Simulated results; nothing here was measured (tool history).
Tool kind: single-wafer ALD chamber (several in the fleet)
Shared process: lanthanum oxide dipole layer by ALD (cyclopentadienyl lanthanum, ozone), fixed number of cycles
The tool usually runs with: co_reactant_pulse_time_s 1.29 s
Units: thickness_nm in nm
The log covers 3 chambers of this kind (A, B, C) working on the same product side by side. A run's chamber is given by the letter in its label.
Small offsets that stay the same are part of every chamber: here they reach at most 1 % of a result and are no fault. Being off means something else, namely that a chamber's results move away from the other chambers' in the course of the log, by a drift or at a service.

| run | hour | co_reactant_pulse_time_s | hours since the last thermocouple change | hours since the last ozone generator service | read-back reference wafer on the same gauge, thickness_nm | thickness_nm |
|---|---|---|---|---|---|---|
| 1B | 7.4 | 1.29 | 473.9 | 208.5 | 0.44792 | 0.53341 |
| 2A | 17.7 | 1.29 | 93.3 | 199.5 | 0.44790 | 0.53153 |
| 3C | 31.1 | 1.29 | 1088.4 | 1187.8 | 0.44760 | 0.53842 |
| 4C | 41.4 | 1.29 | 1098.7 | 1198.1 | 0.44728 | 0.53686 |
| 5B | 52.9 | 1.75 | 519.4 | 254.0 | 0.44737 | 0.55767 |
| 6A | 60.4 | 1.75 | 136.0 | 242.2 | 0.44729 | 0.55888 |
| 7B | 69.6 | 1.75 | 536.1 | 270.7 | 0.44722 | 0.55755 |
| 8C | 83.5 | 1.29 | 1140.8 | 1240.2 | 0.44700 | 0.53580 |
| 9A | 94.2 | 1.29 | 169.8 | 276.0 | 0.44667 | 0.52985 |
| 10C | 106.0 | 1.29 | 1163.3 | 1262.7 | 0.44673 | 0.53591 |
| 11B | 119.1 | 1.29 | 585.6 | 320.2 | 0.44624 | 0.53036 |
| 12A | 126.7 | 1.29 | 202.3 | 308.5 | 0.44625 | 0.52849 |
| 13B | 140.9 | 1.29 | 607.4 | 342.0 | 0.44612 | 0.53189 |
| 14A | 155.3 | 1.29 | 230.9 | 337.1 | 0.44610 | 0.53014 |
| 15C | 163.2 | 1.29 | 1220.5 | 1319.9 | 0.44585 | 0.53572 |
| 16A | 174.4 | 0.99 | 250.0 | 356.2 | 0.44559 | 0.49164 |
| 17C | 188.7 | 0.99 | 1246.0 | 1345.4 | 0.44577 | 0.49979 |
| 18B | 197.7 | 0.99 | 664.2 | 398.8 | 0.44533 | 0.49459 |
| 19B | 211.9 | 1.29 | 678.4 | 413.0 | 0.44504 | 0.53061 |
| 20A | 219.7 | 1.29 | 295.3 | 401.5 | 0.44514 | 0.52847 |
| 21C | 232.8 | 1.29 | 1290.1 | 1389.5 | 0.44480 | 0.53339 |

Is one chamber off against the others, does the gauge drift, or is nothing wrong? If a chamber is off, say which, and what the likeliest cause is.

None of the chambers is off. What moves is the gauge, dragging all their readings along together.
Most likely cause: gauge reads low (%) = 0.704.
